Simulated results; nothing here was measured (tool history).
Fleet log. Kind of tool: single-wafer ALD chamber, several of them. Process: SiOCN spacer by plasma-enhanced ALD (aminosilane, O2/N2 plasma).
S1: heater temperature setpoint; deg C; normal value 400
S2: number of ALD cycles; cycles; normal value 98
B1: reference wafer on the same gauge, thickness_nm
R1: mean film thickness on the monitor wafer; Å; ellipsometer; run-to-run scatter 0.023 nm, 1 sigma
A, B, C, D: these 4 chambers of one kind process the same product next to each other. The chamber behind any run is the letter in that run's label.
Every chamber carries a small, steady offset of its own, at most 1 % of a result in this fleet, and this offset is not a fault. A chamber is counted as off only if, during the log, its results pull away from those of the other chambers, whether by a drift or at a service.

{"run": "1A", "hour": 9.7, "S1": 400, "S2": 98, "B1": 5.0719, "R1": 58.961}
{"run": "2B", "hour": 17.0, "S1": 400, "S2": 98, "B1": 5.0687, "R1": 59.411}
{"hour": 21.1, "done": "chamber C: thermocouple changed; heater temperature recalibrated"}
{"run": "3C", "hour": 21.5, "S1": 400, "S2": 98, "B1": 5.0706, "R1": 58.936}
{"run": "4D", "hour": 28.5, "S1": 400, "S2": 98, "B1": 5.0709, "R1": 58.972}
{"run": "5C", "hour": 33.4, "S1": 400, "S2": 98, "B1": 5.0675, "R1": 59.184}
{"run": "6B", "hour": 40.1, "S1": 400, "S2": 82, "B1": 5.072, "R1": 49.679}
{"run": "7D", "hour": 49.4, "S1": 400, "S2": 82, "B1": 5.0738, "R1": 49.11}
{"run": "8A", "hour": 58.0, "S1": 400, "S2": 82, "B1": 5.073, "R1": 49.272}
{"run": "9B", "hour": 63.9, "S1": 400, "S2": 82, "B1": 5.0706, "R1": 49.504}
{"run": "10A", "hour": 72.1, "S1": 400, "S2": 98, "B1": 5.0719, "R1": 58.886}
{"run": "11C", "hour": 79.7, "S1": 400, "S2": 98, "B1": 5.0694, "R1": 58.665}
{"run": "12D", "hour": 87.5, "S1": 400, "S2": 98, "B1": 5.0686, "R1": 58.881}
{"run": "13C", "hour": 93.3, "S1": 400, "S2": 98, "B1": 5.0762, "R1": 59.077}
{"run": "14B", "hour": 99.3, "S1": 400, "S2": 98, "B1": 5.075, "R1": 59.175}
{"run": "15A", "hour": 105.2, "S1": 400, "S2": 98, "B1": 5.0681, "R1": 59.252}
{"run": "16D", "hour": 110.6, "S1": 400, "S2": 98, "B1": 5.0723, "R1": 58.749}
{"run": "17D", "hour": 116.7, "S1": 400, "S2": 98, "B1": 5.0743, "R1": 59.045}
{"run": "18C", "hour": 123.0, "S1": 400, "S2": 98, "B1": 5.0735, "R1": 58.866}
{"run": "19B", "hour": 130.7, "S1": 400, "S2": 98, "B1": 5.0681, "R1": 59.184}
{"run": "20A", "hour": 139.0, "S1": 400, "S2": 98, "B1": 5.0697, "R1": 59.32}
{"run": "21A", "hour": 144.4, "S1": 400, "S2": 98, "B1": 5.068, "R1": 59}
{"run": "22C", "hour": 152.8, "S1": 400, "S2": 98, "B1": 5.0642, "R1": 58.907}
{"run": "23B", "hour": 159.5, "S1": 400, "S2": 98, "B1": 5.0695, "R1": 58.905}
{"run": "24D", "hour": 168.7, "S1": 387, "S2": 84, "B1": 5.0712, "R1": 50.334}
{"run": "25C", "hour": 178.0, "S1": 387, "S2": 84, "B1": 5.0686, "R1": 50.511}
{"run": "26A", "hour": 182.5, "S1": 387, "S2": 84, "B1": 5.0702, "R1": 50.933}
{"run": "27D", "hour": 187.5, "S1": 387, "S2": 84, "B1": 5.0709, "R1": 50.395}
{"run": "28B", "hour": 193.2, "S1": 400, "S2": 98, "B1": 5.0711, "R1": 59.28}
{"run": "29A", "hour": 200.5, "S1": 400, "S2": 98, "B1": 5.0691, "R1": 58.888}

Does one chamber stand apart from the rest, does the shared gauge drift, or is all well apart from small per-chamber offsets? Give the chamber and the most likely cause, where there is one.

No chamber stands off beyond its own small offset, and the gauge holds steady.

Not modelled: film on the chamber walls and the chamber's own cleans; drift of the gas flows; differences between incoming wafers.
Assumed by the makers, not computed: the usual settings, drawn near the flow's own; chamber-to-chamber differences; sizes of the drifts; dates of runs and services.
